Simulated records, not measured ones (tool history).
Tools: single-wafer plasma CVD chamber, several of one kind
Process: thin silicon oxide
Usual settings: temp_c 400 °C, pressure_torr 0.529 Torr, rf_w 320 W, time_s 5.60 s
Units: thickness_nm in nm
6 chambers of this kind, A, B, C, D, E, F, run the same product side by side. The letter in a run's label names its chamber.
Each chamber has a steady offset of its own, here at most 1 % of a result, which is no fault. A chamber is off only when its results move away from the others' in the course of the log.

| run | hour | temp_c | pressure_torr | rf_w | time_s | read-back reference wafer on the same gauge, thickness_nm | thickness_nm |
|---|---|---|---|---|---|---|---|
| 1B | 5.9 | 400 | 0.529 | 320 | 5.60 | 5.6498 | 6.7649 |
| 2A | 12.9 | 400 | 0.529 | 320 | 5.60 | 5.6486 | 6.7815 |
| 3E | 19.9 | 400 | 0.529 | 320 | 5.60 | 5.6467 | 6.7683 |
|  | 20.0 | chamber B: capacitance manometer re-zeroed and calibrated |
| 4D | 23.5 | 400 | 0.529 | 320 | 5.60 | 5.6463 | 6.7744 |
| 5F | 27.6 | 400 | 0.529 | 370 | 4.96 | 5.6464 | 6.3698 |
| 6C | 35.6 | 400 | 0.529 | 370 | 4.96 | 5.6465 | 6.3880 |
| 7E | 43.7 | 400 | 0.529 | 370 | 4.96 | 5.6449 | 6.3367 |
|  | 45.7 | chamber B: RF generator calibrated |
| 8D | 51.3 | 400 | 0.529 | 370 | 4.96 | 5.6441 | 6.3643 |
| 9B | 57.2 | 400 | 0.529 | 370 | 4.96 | 5.6446 | 6.3365 |
| 10C | 64.4 | 400 | 0.529 | 370 | 4.96 | 5.6426 | 6.3821 |
| 11F | 71.1 | 400 | 0.529 | 320 | 5.60 | 5.6423 | 6.7731 |
| 12A | 76.8 | 400 | 0.529 | 320 | 5.60 | 5.6406 | 6.7716 |
| 13D | 82.8 | 400 | 0.529 | 320 | 5.60 | 5.6416 | 6.7810 |
| 14E | 86.7 | 400 | 0.529 | 320 | 5.60 | 5.6397 | 6.7473 |
| 15B | 92.6 | 400 | 0.529 | 320 | 5.60 | 5.6395 | 6.7641 |
| 16F | 96.9 | 400 | 0.529 | 320 | 5.60 | 5.6392 | 6.7731 |
| 17C | 100.6 | 400 | 0.529 | 320 | 5.60 | 5.6377 | 6.8042 |
| 18A | 105.6 | 400 | 0.529 | 320 | 5.60 | 5.6387 | 6.7692 |
| 19A | 111.2 | 400 | 0.529 | 320 | 5.60 | 5.6381 | 6.7554 |
| 20E | 117.9 | 400 | 0.529 | 320 | 5.60 | 5.6370 | 6.7485 |
| 21F | 121.9 | 400 | 0.431 | 320 | 5.60 | 5.6362 | 5.3582 |
| 22B | 128.1 | 400 | 0.431 | 320 | 5.60 | 5.6373 | 5.3501 |
|  | 134.8 | chamber B: thermocouple changed; heater temperature recalibrated |
| 23D | 135.8 | 400 | 0.431 | 320 | 5.60 | 5.6343 | 5.3281 |
| 24C | 142.9 | 400 | 0.431 | 320 | 5.60 | 5.6348 | 5.3603 |
| 25A | 147.6 | 400 | 0.431 | 320 | 5.60 | 5.6318 | 5.3020 |
| 26B | 152.8 | 400 | 0.431 | 320 | 5.60 | 5.6325 | 5.3440 |
| 27C | 157.6 | 400 | 0.529 | 320 | 5.60 | 5.6328 | 6.7903 |
| 28E | 163.0 | 400 | 0.529 | 320 | 5.60 | 5.6316 | 6.7513 |
| 29D | 168.5 | 400 | 0.529 | 320 | 5.60 | 5.6315 | 6.7784 |
| 30F | 173.3 | 400 | 0.529 | 320 | 5.60 | 5.6309 | 6.7691 |
| 31C | 179.6 | 400 | 0.529 | 320 | 5.60 | 5.6307 | 6.7825 |
| 32D | 183.8 | 400 | 0.529 | 320 | 5.60 | 5.6287 | 6.7756 |
| 33E | 191.8 | 400 | 0.529 | 320 | 5.60 | 5.6291 | 6.7512 |
| 34A | 195.5 | 400 | 0.529 | 320 | 5.60 | 5.6283 | 6.7486 |
| 35F | 202.9 | 400 | 0.529 | 320 | 5.60 | 5.6283 | 6.7541 |
| 36B | 208.2 | 400 | 0.529 | 320 | 5.60 | 5.6278 | 6.7548 |
|  | 210.2 | chamber A: thermocouple changed; heater temperature recalibrated |
| 37A | 214.0 | 400 | 0.529 | 320 | 5.60 | 5.6255 | 6.7417 |

Is one chamber off against the others, does the gauge drift, or is nothing wrong? If a chamber is off, say which, and what the likeliest cause is.

The gauge drifts, so all chambers seem to drift together. No chamber is off.
Cause: gauge reads low (%) = 0.431.
